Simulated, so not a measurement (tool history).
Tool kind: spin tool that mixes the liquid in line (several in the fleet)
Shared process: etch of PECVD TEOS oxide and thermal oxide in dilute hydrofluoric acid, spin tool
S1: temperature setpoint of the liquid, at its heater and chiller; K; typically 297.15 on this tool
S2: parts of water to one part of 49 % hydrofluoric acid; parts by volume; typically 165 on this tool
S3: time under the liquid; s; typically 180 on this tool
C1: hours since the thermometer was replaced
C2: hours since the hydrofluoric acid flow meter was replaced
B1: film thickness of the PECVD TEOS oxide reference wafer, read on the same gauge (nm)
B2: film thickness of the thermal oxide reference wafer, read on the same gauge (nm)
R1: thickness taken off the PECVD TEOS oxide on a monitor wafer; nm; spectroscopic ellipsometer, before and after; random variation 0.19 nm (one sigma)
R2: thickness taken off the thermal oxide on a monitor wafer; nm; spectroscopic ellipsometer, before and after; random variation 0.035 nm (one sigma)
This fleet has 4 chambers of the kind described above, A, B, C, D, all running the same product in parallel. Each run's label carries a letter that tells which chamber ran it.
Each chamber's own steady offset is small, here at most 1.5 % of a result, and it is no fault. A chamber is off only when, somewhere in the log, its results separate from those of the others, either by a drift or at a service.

run	hour	S1	S2	S3	C1	C2	B1	B2	R1	R2
1C	2.8	297.15	165	180	148.6	889.8	70.000	139.99	22.3050	4.5916
2D	5.8	297.15	165	180	1656.8	955.2	70.031	140.00	22.8170	4.5521
3B	10.4	297.15	165	180	669.7	405.9	70.014	140.00	22.0430	4.4714
4A	12.7	297.15	165	180	39.8	1537.7	69.992	140.00	22.7440	4.5005
5B	16.3	297.15	165	180	675.6	411.8	70.020	140.01	22.5150	4.4495
6D	19.9	292.65	165	85	1670.9	969.3	70.004	139.99	8.9656	1.7613
7C	22.2	292.65	165	85	168.0	909.2	70.000	140.01	8.8656	1.7749
8A	25.7	292.65	165	85	52.8	1550.7	69.975	139.99	8.9930	1.7993
9A	30.1	292.65	165	85	57.2	1555.1	70.010	139.98	9.1342	1.7981
10C	34.6	297.15	165	180	180.4	921.6	69.989	140.00	22.5230	4.4498
11B	39.3	300.15	165	255	698.6	434.8	69.967	140.01	35.1470	6.9745
12D	43.6	300.15	165	255	1694.6	993.0	70.039	140.00	34.8850	6.8488
13D	46.2	300.15	165	255	1697.2	995.6	69.998	139.99	34.6860	6.8226
14B	49.3	300.15	165	255	708.6	444.8	69.951	140.00	35.1290	7.0599
15A	51.5	297.15	165	180	78.6	1576.5	69.982	140.00	22.5830	4.5454
16C	54.6	297.15	165	180	200.4	941.6	69.980	140.00	22.5730	4.5430
17C	57.9	297.15	165	180	203.7	944.9	70.048	140.00	22.3830	4.5301
18A	62.3	297.15	165	180	89.4	1587.3	69.980	139.99	22.9220	4.5522
19B	64.6	297.15	165	180	723.9	460.1	70.011	139.98	22.4360	4.4517
20D	69.3	301.65	215	180	1720.3	1018.7	69.997	139.99	17.7500	3.5551
21C	73.8	301.65	215	180	219.6	960.8	69.981	140.00	19.0550	3.8203
22A	76.9	301.65	215	180	104.0	1601.9	69.998	140.01	19.2210	3.8437
23D	79.4	301.65	215	180	1730.4	1028.8	70.007	140.01	17.7010	3.4906
24B	84.2	297.15	165	120	743.5	479.7	69.996	140.00	14.8700	2.9758

Next, all 4 chambers run the settings below, one line each with question marks for the results. What does each chamber give?
25A	87.6	297.15	165	180					?	?
25B	87.6	297.15	165	180					?	?
25C	87.6	297.15	165	180					?	?
25D	87.6	297.15	165	180					?	?

run	R1	R2
25A	22.8560	4.4604
25B	22.5900	4.3946
25C	22.2790	4.4526
25D	20.6300	4.0610
